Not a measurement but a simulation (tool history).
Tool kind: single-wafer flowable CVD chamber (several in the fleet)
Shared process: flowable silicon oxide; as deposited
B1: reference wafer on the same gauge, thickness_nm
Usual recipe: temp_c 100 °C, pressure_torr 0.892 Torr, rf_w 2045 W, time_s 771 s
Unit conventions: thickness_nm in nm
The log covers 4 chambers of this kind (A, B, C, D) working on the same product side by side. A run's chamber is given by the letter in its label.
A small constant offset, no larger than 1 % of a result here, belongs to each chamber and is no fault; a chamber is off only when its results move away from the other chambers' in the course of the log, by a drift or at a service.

{"run": "1C", "hour": 3.3, "temp_c": 100, "pressure_torr": 0.892, "rf_w": 2045, "time_s": 771, "B1": 519.27, "thickness_nm": 541}
{"run": "2D", "hour": 9.4, "temp_c": 100, "pressure_torr": 0.892, "rf_w": 2045, "time_s": 771, "B1": 518.89, "thickness_nm": 536.14}
{"run": "3B", "hour": 13.5, "temp_c": 100, "pressure_torr": 0.892, "rf_w": 2045, "time_s": 771, "B1": 519.04, "thickness_nm": 545.99}
{"run": "4A", "hour": 19.4, "temp_c": 100, "pressure_torr": 0.892, "rf_w": 2045, "time_s": 771, "B1": 518.91, "thickness_nm": 540.86}
{"run": "5D", "hour": 23.4, "temp_c": 100, "pressure_torr": 0.892, "rf_w": 2045, "time_s": 771, "B1": 518.97, "thickness_nm": 540.95}
{"run": "6A", "hour": 28.3, "temp_c": 100, "pressure_torr": 0.892, "rf_w": 2045, "time_s": 771, "B1": 519.21, "thickness_nm": 542.27}
{"run": "7B", "hour": 32.7, "temp_c": 100, "pressure_torr": 0.892, "rf_w": 2420, "time_s": 771, "B1": 518.74, "thickness_nm": 559.68}
{"run": "8C", "hour": 37.8, "temp_c": 100, "pressure_torr": 0.892, "rf_w": 2420, "time_s": 771, "B1": 518.98, "thickness_nm": 552.1}
{"run": "9A", "hour": 42.3, "temp_c": 100, "pressure_torr": 0.892, "rf_w": 2420, "time_s": 771, "B1": 519.19, "thickness_nm": 556.53}
{"run": "10C", "hour": 48.2, "temp_c": 100, "pressure_torr": 0.892, "rf_w": 2420, "time_s": 771, "B1": 518.91, "thickness_nm": 555.63}
{"run": "11D", "hour": 52.9, "temp_c": 100, "pressure_torr": 0.892, "rf_w": 2045, "time_s": 771, "B1": 519.51, "thickness_nm": 541.96}
{"run": "12B", "hour": 58.4, "temp_c": 100, "pressure_torr": 0.892, "rf_w": 2045, "time_s": 771, "B1": 518.81, "thickness_nm": 546.78}
{"run": "13D", "hour": 62.0, "temp_c": 100, "pressure_torr": 0.892, "rf_w": 2045, "time_s": 771, "B1": 519.08, "thickness_nm": 536.82}
{"run": "14A", "hour": 67.2, "temp_c": 100, "pressure_torr": 1.099, "rf_w": 2045, "time_s": 901, "B1": 519.2, "thickness_nm": 816.53}
{"run": "15C", "hour": 72.0, "temp_c": 100, "pressure_torr": 1.099, "rf_w": 2045, "time_s": 901, "B1": 518.57, "thickness_nm": 808.61}
{"run": "16B", "hour": 75.1, "temp_c": 100, "pressure_torr": 1.099, "rf_w": 2045, "time_s": 901, "B1": 518.6, "thickness_nm": 814.37}
{"run": "17B", "hour": 78.6, "temp_c": 100, "pressure_torr": 1.099, "rf_w": 2045, "time_s": 901, "B1": 518.92, "thickness_nm": 814.5}
{"run": "18A", "hour": 81.4, "temp_c": 100, "pressure_torr": 0.892, "rf_w": 2045, "time_s": 771, "B1": 519.34, "thickness_nm": 543.34}
{"run": "19D", "hour": 86.8, "temp_c": 100, "pressure_torr": 0.892, "rf_w": 2045, "time_s": 771, "B1": 519.3, "thickness_nm": 539.3}
{"run": "20C", "hour": 92.0, "temp_c": 100, "pressure_torr": 0.722, "rf_w": 2045, "time_s": 771, "B1": 518.99, "thickness_nm": 412.04}
{"run": "21A", "hour": 97.5, "temp_c": 100, "pressure_torr": 0.722, "rf_w": 2045, "time_s": 771, "B1": 519.06, "thickness_nm": 404.76}
{"run": "22B", "hour": 103.8, "temp_c": 100, "pressure_torr": 0.722, "rf_w": 2045, "time_s": 771, "B1": 519.22, "thickness_nm": 416.34}
{"run": "23D", "hour": 107.5, "temp_c": 100, "pressure_torr": 0.722, "rf_w": 2045, "time_s": 771, "B1": 518.99, "thickness_nm": 409.74}
{"hour": 109.2, "done": "chamber B: capacitance manometer re-zeroed and calibrated"}
{"run": "24C", "hour": 111.1, "temp_c": 100, "pressure_torr": 0.794, "rf_w": 2045, "time_s": 771, "B1": 518.66, "thickness_nm": 464.03}
{"run": "25A", "hour": 114.7, "temp_c": 100, "pressure_torr": 0.794, "rf_w": 2045, "time_s": 771, "B1": 519.36, "thickness_nm": 464.28}
{"run": "26D", "hour": 120.2, "temp_c": 100, "pressure_torr": 0.794, "rf_w": 2045, "time_s": 771, "B1": 518.82, "thickness_nm": 467.8}
{"run": "27B", "hour": 126.4, "temp_c": 100, "pressure_torr": 0.794, "rf_w": 2045, "time_s": 771, "B1": 519.12, "thickness_nm": 491.37}
{"run": "28C", "hour": 130.5, "temp_c": 86, "pressure_torr": 0.892, "rf_w": 2045, "time_s": 771, "B1": 519.24, "thickness_nm": 851.85}
{"run": "29B", "hour": 135.0, "temp_c": 86, "pressure_torr": 0.892, "rf_w": 2045, "time_s": 771, "B1": 518.98, "thickness_nm": 882.48}
{"run": "30D", "hour": 141.0, "temp_c": 86, "pressure_torr": 0.892, "rf_w": 2045, "time_s": 771, "B1": 518.83, "thickness_nm": 845.12}
{"run": "31C", "hour": 145.9, "temp_c": 86, "pressure_torr": 0.892, "rf_w": 2045, "time_s": 771, "B1": 519.57, "thickness_nm": 851.71}
{"run": "32A", "hour": 150.1, "temp_c": 100, "pressure_torr": 0.892, "rf_w": 2045, "time_s": 771, "B1": 518.94, "thickness_nm": 541.7}
{"run": "33A", "hour": 155.8, "temp_c": 100, "pressure_torr": 0.892, "rf_w": 2045, "time_s": 771, "B1": 519.17, "thickness_nm": 539.29}
{"run": "34C", "hour": 161.9, "temp_c": 100, "pressure_torr": 0.892, "rf_w": 2045, "time_s": 771, "B1": 518.49, "thickness_nm": 540.62}
{"run": "35B", "hour": 168.0, "temp_c": 100, "pressure_torr": 0.892, "rf_w": 2045, "time_s": 771, "B1": 519.01, "thickness_nm": 564.27}
{"run": "36D", "hour": 170.8, "temp_c": 100, "pressure_torr": 0.892, "rf_w": 2045, "time_s": 771, "B1": 518.79, "thickness_nm": 535.84}
{"run": "37D", "hour": 173.5, "temp_c": 100, "pressure_torr": 0.892, "rf_w": 2045, "time_s": 771, "B1": 519.05, "thickness_nm": 534.85}
{"run": "38A", "hour": 178.8, "temp_c": 100, "pressure_torr": 0.892, "rf_w": 2045, "time_s": 771, "B1": 519.05, "thickness_nm": 539.86}
{"run": "39B", "hour": 183.6, "temp_c": 100, "pressure_torr": 0.892, "rf_w": 2045, "time_s": 771, "B1": 518.64, "thickness_nm": 559.33}
{"run": "40C", "hour": 187.1, "temp_c": 110, "pressure_torr": 0.988, "rf_w": 2045, "time_s": 771, "B1": 519.48, "thickness_nm": 436.27}
{"run": "41A", "hour": 191.6, "temp_c": 110, "pressure_torr": 0.988, "rf_w": 2045, "time_s": 771, "B1": 519.25, "thickness_nm": 439.66}
{"run": "42C", "hour": 195.0, "temp_c": 110, "pressure_torr": 0.988, "rf_w": 2045, "time_s": 771, "B1": 518.82, "thickness_nm": 437.44}
{"run": "43B", "hour": 200.9, "temp_c": 110, "pressure_torr": 0.988, "rf_w": 2045, "time_s": 771, "B1": 518.97, "thickness_nm": 455.52}
{"run": "44D", "hour": 206.1, "temp_c": 100, "pressure_torr": 0.892, "rf_w": 2045, "time_s": 771, "B1": 519, "thickness_nm": 535.69}

The same settings go to every chamber for the next run, one line per chamber below. Forecast the results for each:
{"run": "45A", "hour": 210.7, "temp_c": 100, "pressure_torr": 0.892, "rf_w": 2045, "time_s": 771, "thickness_nm": "?"}
{"run": "45B", "hour": 210.7, "temp_c": 100, "pressure_torr": 0.892, "rf_w": 2045, "time_s": 771, "thickness_nm": "?"}
{"run": "45C", "hour": 210.7, "temp_c": 100, "pressure_torr": 0.892, "rf_w": 2045, "time_s": 771, "thickness_nm": "?"}
{"run": "45D", "hour": 210.7, "temp_c": 100, "pressure_torr": 0.892, "rf_w": 2045, "time_s": 771, "thickness_nm": "?"}

run=45A thickness_nm=542.83
run=45B thickness_nm=565.4
run=45C thickness_nm=538.83
run=45D thickness_nm=534.77
